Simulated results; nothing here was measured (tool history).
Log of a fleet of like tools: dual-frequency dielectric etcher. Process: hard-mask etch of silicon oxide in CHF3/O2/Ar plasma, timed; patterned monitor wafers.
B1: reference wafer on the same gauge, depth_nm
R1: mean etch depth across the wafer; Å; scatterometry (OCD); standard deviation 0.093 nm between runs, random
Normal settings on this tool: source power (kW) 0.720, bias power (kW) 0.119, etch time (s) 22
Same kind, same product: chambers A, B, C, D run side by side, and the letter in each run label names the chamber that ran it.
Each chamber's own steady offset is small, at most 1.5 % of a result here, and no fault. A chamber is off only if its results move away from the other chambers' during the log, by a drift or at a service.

Run 1D, hour 12.6: usual settings; B1 35.112. Result: R1 405.74 Å.
Run 2A, hour 25.4: usual settings; B1 35.121. Result: R1 404.75 Å.
Run 3B, hour 32.6: usual settings; B1 35.086. Result: R1 405.15 Å.
Run 4C, hour 46.0: usual settings; B1 35.091. Result: R1 405.18 Å.
Run 5D, hour 59.2: usual settings; B1 35.093. Result: R1 405.24 Å.
Run 6B, hour 72.8: usual settings; B1 35.111. Result: R1 406.66 Å.
Run 7C, hour 85.3: usual settings; B1 35.099. Result: R1 405.47 Å.
Run 8A, hour 98.9: usual settings; B1 35.103. Result: R1 403.96 Å.
Run 9A, hour 107.9: usual settings; B1 35.095. Result: R1 404.86 Å.
Run 10C, hour 114.6: usual settings; B1 35.117. Result: R1 404.92 Å.
Run 11D, hour 123.2: usual settings but source power (kW) 0.870; B1 35.112. Result: R1 435.59 Å.
Run 12B, hour 135.7: usual settings but source power (kW) 0.870; B1 35.121. Result: R1 438.41 Å.
Run 13D, hour 147.2: usual settings but source power (kW) 0.870; B1 35.114. Result: R1 439.25 Å.
Run 14B, hour 157.7: usual settings but source power (kW) 0.870; B1 35.098. Result: R1 438.49 Å.
Run 15A, hour 165.3: usual settings; B1 35.089. Result: R1 404.32 Å.
Run 16C, hour 175.0: usual settings; B1 35.103. Result: R1 405.49 Å.
Run 17C, hour 187.4: usual settings; B1 35.116. Result: R1 401.13 Å.
Run 18A, hour 198.0: usual settings; B1 35.116. Result: R1 404.68 Å.
Run 19B, hour 205.6: usual settings; B1 35.113. Result: R1 408.32 Å.
Run 20D, hour 218.7: usual settings; B1 35.103. Result: R1 404.80 Å.
Run 21D, hour 225.4: usual settings; B1 35.096. Result: R1 404.99 Å.
Run 22A, hour 238.9: usual settings; B1 35.078. Result: R1 404.51 Å.
Run 23C, hour 251.4: usual settings; B1 35.121. Result: R1 401.70 Å.
Run 24B, hour 263.2: usual settings but source power (kW) 0.580; B1 35.100. Result: R1 372.95 Å.
Run 25C, hour 277.6: usual settings but source power (kW) 0.580; B1 35.095. Result: R1 368.65 Å.
Run 26B, hour 287.2: usual settings but source power (kW) 0.580; B1 35.085. Result: R1 373.46 Å.
Run 27A, hour 299.9: usual settings but source power (kW) 0.580; B1 35.105. Result: R1 369.58 Å.
At hour 304.7: chamber A: wet clean of the chamber.
Run 28D, hour 308.4: usual settings; B1 35.094. Result: R1 405.43 Å.
Run 29A, hour 322.3: usual settings; B1 35.093. Result: R1 405.62 Å.
Run 30D, hour 336.8: usual settings; B1 35.095. Result: R1 405.35 Å.
Run 31B, hour 349.3: usual settings; B1 35.119. Result: R1 406.81 Å.
Run 32C, hour 361.1: usual settings; B1 35.101. Result: R1 398.52 Å.
Run 33A, hour 367.4: usual settings; B1 35.102. Result: R1 404.94 Å.

Does one chamber stand apart from the rest, does the shared gauge drift, or is all well apart from small per-chamber offsets? Give the chamber and the most likely cause, where there is one.

It is chamber C that slowly wanders off from its peers.
What lies behind it: etch rate under this chamber's usual, % = 2.05.
Not necessarily distinguishable in this log from: source power that arrives under what is set, %.

Which of the 4 candidates below, each the usual settings with something changed and its results left as question marks, puts chamber C back in line with what the other chambers give on the usual settings?
A result is in line if it is within this distance of the other chambers' mean on the usual settings: R1 3.20 Å
Run 34C-1, hour 377.8: usual settings but source power (kW) 0.730. Result: R1 ?.
Run 34C-2, hour 377.8: usual settings but bias power (kW) 0.111. Result: R1 ?.
Run 34C-3, hour 377.8: usual settings but source power (kW) 0.710. Result: R1 ?.
Run 34C-4, hour 377.8: usual settings but bias power (kW) 0.127. Result: R1 ?.

The other chambers' mean on the usual settings: R1 405.61 Å
  run      R1
34C-1  399.06
34C-2  388.78
34C-3  394.78
34C-4  404.85
Change 34C-4 lands the chamber within the allowed miss of the other chambers.

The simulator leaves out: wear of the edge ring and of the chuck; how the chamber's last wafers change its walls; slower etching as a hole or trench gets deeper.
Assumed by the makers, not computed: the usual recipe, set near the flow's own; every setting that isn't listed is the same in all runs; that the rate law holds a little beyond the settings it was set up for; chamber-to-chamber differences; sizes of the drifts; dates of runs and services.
